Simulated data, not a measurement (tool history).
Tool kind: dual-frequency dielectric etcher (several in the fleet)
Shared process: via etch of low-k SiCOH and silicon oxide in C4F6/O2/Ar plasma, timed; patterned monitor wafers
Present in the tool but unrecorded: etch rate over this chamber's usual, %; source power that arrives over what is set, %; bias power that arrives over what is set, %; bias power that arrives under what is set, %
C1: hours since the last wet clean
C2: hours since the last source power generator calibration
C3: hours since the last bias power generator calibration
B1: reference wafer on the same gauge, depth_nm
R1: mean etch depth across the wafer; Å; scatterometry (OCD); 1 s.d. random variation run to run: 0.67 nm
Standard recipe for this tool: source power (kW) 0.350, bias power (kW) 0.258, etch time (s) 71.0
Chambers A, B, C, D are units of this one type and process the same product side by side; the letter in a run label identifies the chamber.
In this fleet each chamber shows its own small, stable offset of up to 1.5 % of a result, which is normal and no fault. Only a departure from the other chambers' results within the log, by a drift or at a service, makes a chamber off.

Run 1C, day 0.121: usual settings; C1 375.4; C2 3494.4; C3 3600.6; B1 211.84. Result: R1 1981.5 Å.
Run 2A, day 0.329: usual settings; C1 396.9; C2 1941.5; C3 3189.4; B1 212.05. Result: R1 1980.9 Å.
Run 3B, day 0.442: usual settings; C1 177.0; C2 2274.3; C3 2250.5; B1 211.99. Result: R1 1984.3 Å.
Run 4D, day 0.588: usual settings; C1 349.9; C2 528.6; C3 149.0; B1 212.14. Result: R1 1956.4 Å.
Run 5A, day 0.779: usual settings; C1 407.7; C2 1952.3; C3 3200.2; B1 212.14. Result: R1 1981.8 Å.
Run 6C, day 1.017: usual settings; C1 396.9; C2 3515.9; C3 3622.1; B1 212.13. Result: R1 1979.7 Å.
Run 7D, day 1.254: usual settings; C1 365.9; C2 544.6; C3 165.0; B1 211.98. Result: R1 1949.4 Å.
Run 8B, day 1.467: usual settings; C1 201.6; C2 2298.9; C3 2275.1; B1 212.05. Result: R1 1992.3 Å.
Run 9D, day 1.696: usual settings; C1 376.5; C2 555.2; C3 175.6; B1 211.76. Result: R1 1956.1 Å.
At day 1.821: chamber C: wet clean of the chamber.
Run 10B, day 1.921: usual settings; C1 212.5; C2 2309.8; C3 2286.0; B1 211.90. Result: R1 1987.3 Å.
Run 11C, day 2.154: usual settings; C1 8.1; C2 3543.2; C3 3649.4; B1 211.88. Result: R1 1988.7 Å.
Run 12A, day 2.379: usual settings; C1 446.1; C2 1990.7; C3 3238.6; B1 212.17. Result: R1 1986.0 Å.
Run 13A, day 2.608: usual settings; C1 451.6; C2 1996.2; C3 3244.1; B1 212.00. Result: R1 1989.8 Å.
Run 14D, day 2.771: usual settings but etch time (s) 64.5; C1 402.3; C2 581.0; C3 201.4; B1 212.00. Result: R1 1781.9 Å.
Run 15B, day 2.921: usual settings but etch time (s) 64.5; C1 236.5; C2 2333.8; C3 2310.0; B1 211.85. Result: R1 1799.6 Å.
Run 16C, day 3.108: usual settings but etch time (s) 64.5; C1 31.0; C2 3566.1; C3 3672.3; B1 211.87. Result: R1 1800.5 Å.
Run 17D, day 3.279: usual settings but etch time (s) 64.5; C1 414.5; C2 593.2; C3 213.6; B1 212.07. Result: R1 1780.5 Å.
At day 3.392: chamber A: wet clean of the chamber.
Run 18B, day 3.404: usual settings; C1 248.1; C2 2345.4; C3 2321.6; B1 211.98. Result: R1 1981.7 Å.
Run 19A, day 3.629: usual settings; C1 5.8; C2 2020.7; C3 3268.6; B1 212.10. Result: R1 1993.4 Å.
Run 20C, day 3.871: usual settings; C1 49.3; C2 3584.4; C3 3690.6; B1 211.86. Result: R1 1977.8 Å.
Run 21C, day 4.088: usual settings; C1 54.5; C2 3589.6; C3 3695.8; B1 211.84. Result: R1 1984.3 Å.
Run 22A, day 4.246: usual settings; C1 20.6; C2 2035.5; C3 3283.4; B1 212.15. Result: R1 1979.2 Å.
At day 4.425: chamber D: wet clean of the chamber.
Run 23D, day 4.429: usual settings; C1 0.1; C2 620.8; C3 241.2; B1 212.06. Result: R1 2047.9 Å.
Run 24B, day 4.562: usual settings; C1 275.9; C2 2373.2; C3 2349.4; B1 212.08. Result: R1 1982.3 Å.
Run 25A, day 4.733: usual settings but source power (kW) 0.290, bias power (kW) 0.239; C1 32.3; C2 2047.2; C3 3295.1; B1 212.02. Result: R1 1796.5 Å.
Run 26B, day 4.854: usual settings but source power (kW) 0.290, bias power (kW) 0.239; C1 282.9; C2 2380.2; C3 2356.4; B1 211.91. Result: R1 1810.9 Å.
Run 27D, day 5.067: usual settings but source power (kW) 0.290, bias power (kW) 0.239; C1 15.4; C2 636.1; C3 256.5; B1 212.05. Result: R1 1865.9 Å.
Run 28C, day 5.192: usual settings but source power (kW) 0.290, bias power (kW) 0.239; C1 81.0; C2 3616.1; C3 3722.3; B1 212.02. Result: R1 1788.2 Å.
Run 29B, day 5.321: usual settings; C1 294.1; C2 2391.4; C3 2367.6; B1 211.99. Result: R1 1984.7 Å.
Run 30A, day 5.533: usual settings; C1 51.5; C2 2066.4; C3 3314.3; B1 212.04. Result: R1 1983.4 Å.
Run 31C, day 5.712: usual settings; C1 93.5; C2 3628.6; C3 3734.8; B1 212.02. Result: R1 1975.5 Å.
Run 32D, day 5.842: usual settings; C1 34.0; C2 654.7; C3 275.1; B1 211.94. Result: R1 2052.9 Å.
Run 33A, day 5.992: usual settings; C1 62.5; C2 2077.4; C3 3325.3; B1 211.88. Result: R1 1997.6 Å.
Run 34C, day 6.100: usual settings but bias power (kW) 0.298; C1 102.8; C2 3637.9; C3 3744.1; B1 211.95. Result: R1 2086.4 Å.
Run 35D, day 6.346: usual settings but bias power (kW) 0.298; C1 46.1; C2 666.8; C3 287.2; B1 212.03. Result: R1 2141.5 Å.
Run 36B, day 6.479: usual settings but bias power (kW) 0.298; C1 321.9; C2 2419.2; C3 2395.4; B1 211.93. Result: R1 2102.2 Å.
Run 37D, day 6.596: usual settings but bias power (kW) 0.298; C1 52.1; C2 672.8; C3 293.2; B1 211.85. Result: R1 2159.0 Å.
Run 38C, day 6.838: usual settings; C1 120.5; C2 3655.6; C3 3761.8; B1 212.11. Result: R1 1974.1 Å.
Run 39B, day 6.983: usual settings; C1 334.0; C2 2431.3; C3 2407.5; B1 212.20. Result: R1 1997.3 Å.
Run 40A, day 7.146: usual settings; C1 90.2; C2 2105.1; C3 3353.0; B1 212.02. Result: R1 1982.2 Å.
Run 41D, day 7.329: usual settings but source power (kW) 0.420, bias power (kW) 0.238; C1 69.7; C2 690.4; C3 310.8; B1 211.99. Result: R1 2126.3 Å.

Predict what each chamber gives when all 4 of them run the settings below next.
Run 42A, day 7.504: usual settings but bias power (kW) 0.314. Result: R1 ?.
Run 42B, day 7.504: usual settings but bias power (kW) 0.314. Result: R1 ?.
Run 42C, day 7.504: usual settings but bias power (kW) 0.314. Result: R1 ?.
Run 42D, day 7.504: usual settings but bias power (kW) 0.314. Result: R1 ?.

run      R1
42A  2125.3
42B  2138.0
42C  2128.4
42D  2191.8

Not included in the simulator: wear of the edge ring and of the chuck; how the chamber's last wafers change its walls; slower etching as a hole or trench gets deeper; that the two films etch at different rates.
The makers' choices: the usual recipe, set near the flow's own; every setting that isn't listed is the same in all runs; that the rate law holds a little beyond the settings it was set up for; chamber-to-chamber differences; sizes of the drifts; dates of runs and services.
